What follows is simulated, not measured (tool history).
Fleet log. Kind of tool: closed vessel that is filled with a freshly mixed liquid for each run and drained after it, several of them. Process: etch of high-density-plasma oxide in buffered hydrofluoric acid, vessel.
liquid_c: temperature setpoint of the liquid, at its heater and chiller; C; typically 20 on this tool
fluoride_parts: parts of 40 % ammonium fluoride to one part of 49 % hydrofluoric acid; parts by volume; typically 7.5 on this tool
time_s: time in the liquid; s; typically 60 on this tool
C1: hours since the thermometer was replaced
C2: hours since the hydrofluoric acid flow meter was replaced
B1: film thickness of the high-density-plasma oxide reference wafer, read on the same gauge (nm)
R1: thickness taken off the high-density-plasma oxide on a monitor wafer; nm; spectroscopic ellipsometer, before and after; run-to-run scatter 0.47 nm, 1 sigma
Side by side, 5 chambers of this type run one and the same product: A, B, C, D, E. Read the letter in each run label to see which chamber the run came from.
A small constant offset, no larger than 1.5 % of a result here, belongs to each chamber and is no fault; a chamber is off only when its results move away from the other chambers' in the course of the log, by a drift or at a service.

run 1A hour=9.9 | liquid_c=20 fluoride_parts=7.5 time_s=60 | C1=367.4 C2=1727.1 | B1=109.98 | R1=81.682
run 2D hour=19.7 | liquid_c=20 fluoride_parts=7.5 time_s=60 | C1=296.3 C2=1220.3 | B1=110.02 | R1=81.824
run 3C hour=25.6 | liquid_c=20 fluoride_parts=7.5 time_s=60 | C1=126.7 C2=573.4 | B1=109.94 | R1=82.709
-- hour=29.5 chamber A: hydrofluoric acid flow meter replaced
run 4B hour=31.6 | liquid_c=20 fluoride_parts=7.5 time_s=60 | C1=325.1 C2=738.1 | B1=110.01 | R1=82.916
run 5E hour=43.1 | liquid_c=20 fluoride_parts=7.5 time_s=60 | C1=122.6 C2=2692.7 | B1=110.02 | R1=84.719
run 6E hour=50.3 | liquid_c=20 fluoride_parts=7.5 time_s=60 | C1=129.8 C2=2699.9 | B1=110.01 | R1=85.031
-- hour=55.5 chamber E: hydrofluoric acid flow meter replaced
run 7D hour=59.5 | liquid_c=20 fluoride_parts=7.5 time_s=60 | C1=336.1 C2=1260.1 | B1=109.99 | R1=83.55
run 8B hour=70.3 | liquid_c=20 fluoride_parts=7.5 time_s=60 | C1=363.8 C2=776.8 | B1=110.01 | R1=82.101
run 9C hour=80 | liquid_c=20 fluoride_parts=7.5 time_s=60 | C1=181.1 C2=627.8 | B1=109.99 | R1=83.947
run 10A hour=92.9 | liquid_c=20 fluoride_parts=7.5 time_s=60 | C1=450.4 C2=63.4 | B1=110.04 | R1=81.999
run 11C hour=106 | liquid_c=20 fluoride_parts=7.5 time_s=60 | C1=207.1 C2=653.8 | B1=109.95 | R1=83.941
run 12D hour=116 | liquid_c=20 fluoride_parts=5 time_s=60 | C1=392.6 C2=1316.6 | B1=109.96 | R1=118.53
run 13B hour=128.3 | liquid_c=20 fluoride_parts=5 time_s=60 | C1=421.8 C2=834.8 | B1=109.98 | R1=118.14
run 14E hour=135.8 | liquid_c=20 fluoride_parts=5 time_s=60 | C1=215.3 C2=80.3 | B1=110 | R1=121.78
run 15A hour=141.6 | liquid_c=20 fluoride_parts=5 time_s=60 | C1=499.1 C2=112.1 | B1=110.04 | R1=118.35
run 16D hour=150.1 | liquid_c=20 fluoride_parts=5 time_s=60 | C1=426.7 C2=1350.7 | B1=110 | R1=118.79
run 17E hour=161.6 | liquid_c=20 fluoride_parts=7.5 time_s=60 | C1=241.1 C2=106.1 | B1=109.97 | R1=84.395
run 18A hour=171.2 | liquid_c=18.5 fluoride_parts=7.5 time_s=80 | C1=528.7 C2=141.7 | B1=109.96 | R1=99.265
run 19B hour=177.3 | liquid_c=18.5 fluoride_parts=7.5 time_s=80 | C1=470.8 C2=883.8 | B1=110 | R1=100.93
run 20C hour=185.2 | liquid_c=18.5 fluoride_parts=7.5 time_s=80 | C1=286.3 C2=733 | B1=110.01 | R1=102.63
run 21A hour=196.8 | liquid_c=18.5 fluoride_parts=7.5 time_s=80 | C1=554.3 C2=167.3 | B1=110.01 | R1=99.193
run 22B hour=206.8 | liquid_c=18.5 fluoride_parts=7.5 time_s=80 | C1=500.3 C2=913.3 | B1=109.97 | R1=100.66
run 23C hour=216.3 | liquid_c=22.5 fluoride_parts=7.5 time_s=95 | C1=317.4 C2=764.1 | B1=110.01 | R1=152.36
run 24E hour=224.8 | liquid_c=22.5 fluoride_parts=7.5 time_s=95 | C1=304.3 C2=169.3 | B1=109.97 | R1=151.28
run 25D hour=231.6 | liquid_c=22.5 fluoride_parts=7.5 time_s=95 | C1=508.2 C2=1432.2 | B1=109.99 | R1=151.61
run 26E hour=238.3 | liquid_c=22.5 fluoride_parts=7.5 time_s=95 | C1=317.8 C2=182.8 | B1=109.96 | R1=152.07
run 27D hour=245.9 | liquid_c=22.5 fluoride_parts=7.5 time_s=95 | C1=522.5 C2=1446.5 | B1=109.97 | R1=150.64
run 28B hour=252.6 | liquid_c=20 fluoride_parts=7.5 time_s=60 | C1=546.1 C2=959.1 | B1=110 | R1=82.596
run 29C hour=265.5 | liquid_c=20 fluoride_parts=7.5 time_s=60 | C1=366.6 C2=813.3 | B1=110 | R1=83.183
run 30A hour=276.7 | liquid_c=20 fluoride_parts=7.5 time_s=60 | C1=634.2 C2=247.2 | B1=109.98 | R1=78.769
run 31B hour=283.4 | liquid_c=20 fluoride_parts=7.5 time_s=60 | C1=576.9 C2=989.9 | B1=109.97 | R1=81.554
run 32D hour=290.3 | liquid_c=20 fluoride_parts=7.5 time_s=60 | C1=566.9 C2=1490.9 | B1=110 | R1=83.335
run 33A hour=298.6 | liquid_c=20 fluoride_parts=7.5 time_s=60 | C1=656.1 C2=269.1 | B1=109.99 | R1=78.35
run 34C hour=305.7 | liquid_c=20 fluoride_parts=7.5 time_s=60 | C1=406.8 C2=853.5 | B1=110.01 | R1=82.57
run 35E hour=314.8 | liquid_c=20 fluoride_parts=7.5 time_s=60 | C1=394.3 C2=259.3 | B1=110 | R1=83.815
run 36B hour=325.1 | liquid_c=20 fluoride_parts=7.5 time_s=60 | C1=618.6 C2=1031.6 | B1=110 | R1=82.809
run 37D hour=334 | liquid_c=20 fluoride_parts=7.5 time_s=60 | C1=610.6 C2=1534.6 | B1=109.98 | R1=82.462
run 38A hour=342.8 | liquid_c=20 fluoride_parts=7.5 time_s=60 | C1=700.3 C2=313.3 | B1=109.96 | R1=78.273
run 39E hour=350 | liquid_c=20 fluoride_parts=7.5 time_s=60 | C1=429.5 C2=294.5 | B1=110 | R1=83.4

Read the log: is a single chamber off, either drifting away or since a service, is the gauge that measures every chamber drifting, or is nothing wrong beyond small per-chamber offsets? Name any odd chamber and what most likely caused it.

It is chamber A that slowly wanders off from its peers.
Likeliest cause: liquid colder than its thermometer reads (K) = 0.961.
It could be hard to tell apart here from: hydrofluoric acid flow below the setpoint (%).

Which of the 4 candidates below, each the usual settings with something changed and its results left as question marks, puts chamber A back in line with what the other chambers give on the usual settings?
To be in line, a result may differ from the other chambers' mean on the usual settings by at most: R1 1.7 nm
run 40A-1 hour=359.4 | liquid_c=19.5 fluoride_parts=7.5 time_s=60 | R1=?
run 40A-2 hour=359.4 | liquid_c=20 fluoride_parts=7 time_s=60 | R1=?
run 40A-3 hour=359.4 | liquid_c=20.5 fluoride_parts=7.5 time_s=60 | R1=?
run 40A-4 hour=359.4 | liquid_c=20 fluoride_parts=8 time_s=60 | R1=?

Mean of the other chambers on the usual settings: R1 83.078 nm
run=40A-1 R1=75.283
run=40A-2 R1=83.54
run=40A-3 R1=79.687
run=40A-4 R1=72.19
With 40A-2, the chamber falls back in line with the rest.

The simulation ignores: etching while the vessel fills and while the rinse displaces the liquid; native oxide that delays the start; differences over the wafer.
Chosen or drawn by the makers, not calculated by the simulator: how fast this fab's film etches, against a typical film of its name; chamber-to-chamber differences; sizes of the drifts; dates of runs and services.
